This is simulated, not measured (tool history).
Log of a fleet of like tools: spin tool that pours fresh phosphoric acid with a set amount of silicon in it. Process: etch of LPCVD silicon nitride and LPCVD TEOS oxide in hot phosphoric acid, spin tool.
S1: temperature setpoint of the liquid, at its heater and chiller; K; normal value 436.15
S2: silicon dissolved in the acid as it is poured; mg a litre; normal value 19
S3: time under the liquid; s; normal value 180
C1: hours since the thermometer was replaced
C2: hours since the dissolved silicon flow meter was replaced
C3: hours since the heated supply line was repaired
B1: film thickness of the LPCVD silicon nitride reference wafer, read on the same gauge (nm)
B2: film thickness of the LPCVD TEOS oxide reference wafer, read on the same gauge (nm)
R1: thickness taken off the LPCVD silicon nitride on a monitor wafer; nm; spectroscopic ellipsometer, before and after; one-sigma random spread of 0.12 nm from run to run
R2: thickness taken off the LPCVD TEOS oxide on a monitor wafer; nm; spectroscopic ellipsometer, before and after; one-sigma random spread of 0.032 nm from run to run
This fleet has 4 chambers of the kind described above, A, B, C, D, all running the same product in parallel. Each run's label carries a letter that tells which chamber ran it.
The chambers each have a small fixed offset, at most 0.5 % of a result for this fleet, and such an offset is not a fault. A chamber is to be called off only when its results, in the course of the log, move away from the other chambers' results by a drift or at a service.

Run 1A, hour 5.6: usual settings; C1 721.3; C2 473.5; C3 531.2; B1 100.02; B2 130. Result: R1 17.842 nm, R2 0.536 nm.
Run 2B, hour 13: usual settings; C1 82.5; C2 608.5; C3 2351.7; B1 99.998; B2 130. Result: R1 17.893 nm, R2 0.56829 nm.
Run 3C, hour 23.5: usual settings; C1 664.6; C2 967.1; C3 89.1; B1 100.01; B2 130.01. Result: R1 17.626 nm, R2 0.49241 nm.
Run 4D, hour 29.6: usual settings; C1 619.6; C2 1104.6; C3 1631.3; B1 99.986; B2 130.02. Result: R1 17.965 nm, R2 0.54388 nm.
Run 5B, hour 38.9: usual settings; C1 108.4; C2 634.4; C3 2377.6; B1 99.964; B2 129.99. Result: R1 17.9 nm, R2 0.55978 nm.
Run 6A, hour 49.5: usual settings; C1 765.2; C2 517.4; C3 575.1; B1 100.02; B2 130. Result: R1 17.862 nm, R2 0.54262 nm.
Run 7C, hour 58.6: usual settings; C1 699.7; C2 1002.2; C3 124.2; B1 100; B2 129.98. Result: R1 17.776 nm, R2 0.59868 nm.
Run 8D, hour 69.8: usual settings; C1 659.8; C2 1144.8; C3 1671.5; B1 100.02; B2 130.01. Result: R1 17.754 nm, R2 0.5562 nm.
Run 9D, hour 75: usual settings; C1 665; C2 1150; C3 1676.7; B1 99.973; B2 130.02. Result: R1 17.757 nm, R2 0.55324 nm.
Run 10C, hour 84: usual settings; C1 725.1; C2 1027.6; C3 149.6; B1 100; B2 130.01. Result: R1 17.847 nm, R2 0.57221 nm.
Run 11B, hour 93.5: usual settings; C1 163; C2 689; C3 2432.2; B1 100.02; B2 130. Result: R1 18.024 nm, R2 0.5131 nm.
Run 12A, hour 98.7: usual settings; C1 814.4; C2 566.6; C3 624.3; B1 99.981; B2 129.99. Result: R1 18.037 nm, R2 0.57508 nm.
Run 13A, hour 105.4: usual settings but S2 31 mg a litre; C1 821.1; C2 573.3; C3 631; B1 100.01; B2 130. Result: R1 17.905 nm, R2 0.40885 nm.
Run 14D, hour 113.9: usual settings but S2 31 mg a litre; C1 703.9; C2 1188.9; C3 1715.6; B1 100.01; B2 130.01. Result: R1 17.978 nm, R2 0.37029 nm.
Run 15B, hour 122.6: usual settings but S2 31 mg a litre; C1 192.1; C2 718.1; C3 2461.3; B1 99.989; B2 129.99. Result: R1 17.915 nm, R2 0.36796 nm.
Run 16C, hour 131.3: usual settings but S2 31 mg a litre; C1 772.4; C2 1074.9; C3 196.9; B1 100.03; B2 130.01. Result: R1 18.033 nm, R2 0.38428 nm.
Run 17B, hour 137.4: usual settings; C1 206.9; C2 732.9; C3 2476.1; B1 99.989; B2 129.98. Result: R1 17.949 nm, R2 0.58182 nm.
Run 18A, hour 143.9: usual settings; C1 859.6; C2 611.8; C3 669.5; B1 100; B2 130.01. Result: R1 17.715 nm, R2 0.57484 nm.
Run 19C, hour 150.2: usual settings; C1 791.3; C2 1093.8; C3 215.8; B1 99.975; B2 129.98. Result: R1 17.968 nm, R2 0.56005 nm.
Run 20D, hour 158: usual settings but S1 434.65 K; C1 748; C2 1233; C3 1759.7; B1 100.02; B2 130. Result: R1 17.033 nm, R2 0.5524 nm.
Run 21D, hour 165.6: usual settings but S1 434.65 K; C1 755.6; C2 1240.6; C3 1767.3; B1 100.01; B2 130.01. Result: R1 16.893 nm, R2 0.47672 nm.
Run 22C, hour 174.9: usual settings but S1 434.65 K; C1 816; C2 1118.5; C3 240.5; B1 100.01; B2 130.03. Result: R1 16.924 nm, R2 0.56357 nm.
Run 23A, hour 184.3: usual settings but S1 434.65 K; C1 900; C2 652.2; C3 709.9; B1 99.995; B2 130.02. Result: R1 17.187 nm, R2 0.48905 nm.
Run 24B, hour 194.4: usual settings; C1 263.9; C2 789.9; C3 2533.1; B1 100.01; B2 130. Result: R1 17.874 nm, R2 0.54213 nm.
Run 25A, hour 204.5: usual settings but S2 7 mg a litre, S3 100 s; C1 920.2; C2 672.4; C3 730.1; B1 99.991; B2 130. Result: R1 10.096 nm, R2 0.48568 nm.
Run 26B, hour 211: usual settings but S2 7 mg a litre, S3 100 s; C1 280.5; C2 806.5; C3 2549.7; B1 100; B2 129.99. Result: R1 9.8912 nm, R2 0.42541 nm.
Run 27C, hour 216.8: usual settings but S2 7 mg a litre, S3 100 s; C1 857.9; C2 1160.4; C3 282.4; B1 100.01; B2 130. Result: R1 9.9045 nm, R2 0.40299 nm.
Run 28D, hour 221.9: usual settings but S2 7 mg a litre, S3 100 s; C1 811.9; C2 1296.9; C3 1823.6; B1 100.01; B2 130.01. Result: R1 10.002 nm, R2 0.4037 nm.

Decide between three cases: one chamber stands off from its peers, the gauge reading all wafers drifts, or nothing is wrong past each chamber's small offset. Where a chamber is off, say which and what most likely put it there.

Neither any chamber nor the gauge drifts; the chambers differ only by their own small, steady offsets.
